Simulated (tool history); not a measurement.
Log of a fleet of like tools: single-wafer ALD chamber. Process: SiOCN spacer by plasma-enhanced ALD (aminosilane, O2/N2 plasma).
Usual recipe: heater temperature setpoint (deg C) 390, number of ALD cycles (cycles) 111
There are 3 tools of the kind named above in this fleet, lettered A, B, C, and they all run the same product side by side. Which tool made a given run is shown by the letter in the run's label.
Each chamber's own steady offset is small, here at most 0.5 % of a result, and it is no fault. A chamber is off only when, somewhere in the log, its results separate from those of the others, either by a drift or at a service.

run,hour,heater temperature setpoint (deg C),number of ALD cycles (cycles),hours since the last thermocouple change,"read-back reference wafer on the same gauge, thickness_nm",mean film thickness on the monitor wafer (angstrom)
1A,5.0,390,111,90.7,6.7943,66.753
2B,11.4,390,111,1196.8,6.7881,67.028
3C,19.4,390,111,1428.0,6.7895,66.952
4C,28.8,390,111,1437.4,6.7861,66.345
5B,38.4,390,111,1223.8,6.7909,67.137
6A,45.8,390,111,131.5,6.7798,66.627
7C,55.0,401,102,1463.6,6.7871,60.964
8B,64.5,401,102,1249.9,6.7805,61.376
9A,69.8,401,102,155.5,6.7870,61.331
10A,79.1,390,90,164.8,6.7908,54.075
11B,84.6,390,90,1270.0,6.7887,53.983
12C,92.8,390,90,1501.4,6.7854,54.665
13C,100.0,376,98,1508.6,6.7899,59.265
14B,106.8,376,98,1292.2,6.8021,58.826
15A,115.2,376,98,200.9,6.7889,58.400
16C,124.1,390,111,1532.7,6.7919,66.816
17A,130.6,390,111,216.3,6.7956,66.462
18B,138.7,390,111,1324.1,6.7841,66.816
19C,145.7,390,111,1554.3,6.7877,66.870
20A,154.2,402,99,239.9,6.7856,58.745
21B,160.8,402,99,1346.2,6.7875,59.345
22A,169.1,402,99,254.8,6.7950,59.252
23C,178.3,390,111,1586.9,6.7854,66.585
24B,183.5,390,111,1368.9,6.7956,66.994
25B,190.5,401,111,1375.9,6.7824,66.541
26C,197.8,401,111,1606.4,6.7943,67.011
27A,203.5,401,111,289.2,6.7904,66.407
28B,208.4,390,111,1393.8,6.7857,66.834
29A,213.8,401,132,299.5,6.7868,79.330
30C,221.3,401,132,1629.9,6.7879,80.118
# hour 226.5: chamber C: thermocouple changed; heater temperature recalibrated
31C,230.9,401,132,4.5,6.7903,79.413
32A,237.0,390,111,322.7,6.8011,67.215
33B,246.9,390,111,1432.3,6.7815,66.662
34B,257.2,390,111,1442.6,6.7910,66.841
35C,264.8,384,128,38.4,6.7927,77.391
36A,275.0,384,128,360.7,6.7966,77.084
37C,283.6,384,128,57.2,6.7965,77.907
38A,289.0,390,111,374.7,6.7890,66.800

Next, every chamber runs the same settings. What will each give?
39A,296.4,390,111,,,?
39B,296.4,390,111,,,?
39C,296.4,390,111,,,?

run,mean film thickness on the monitor wafer (angstrom)
39A,66.413
39B,66.773
39C,67.374
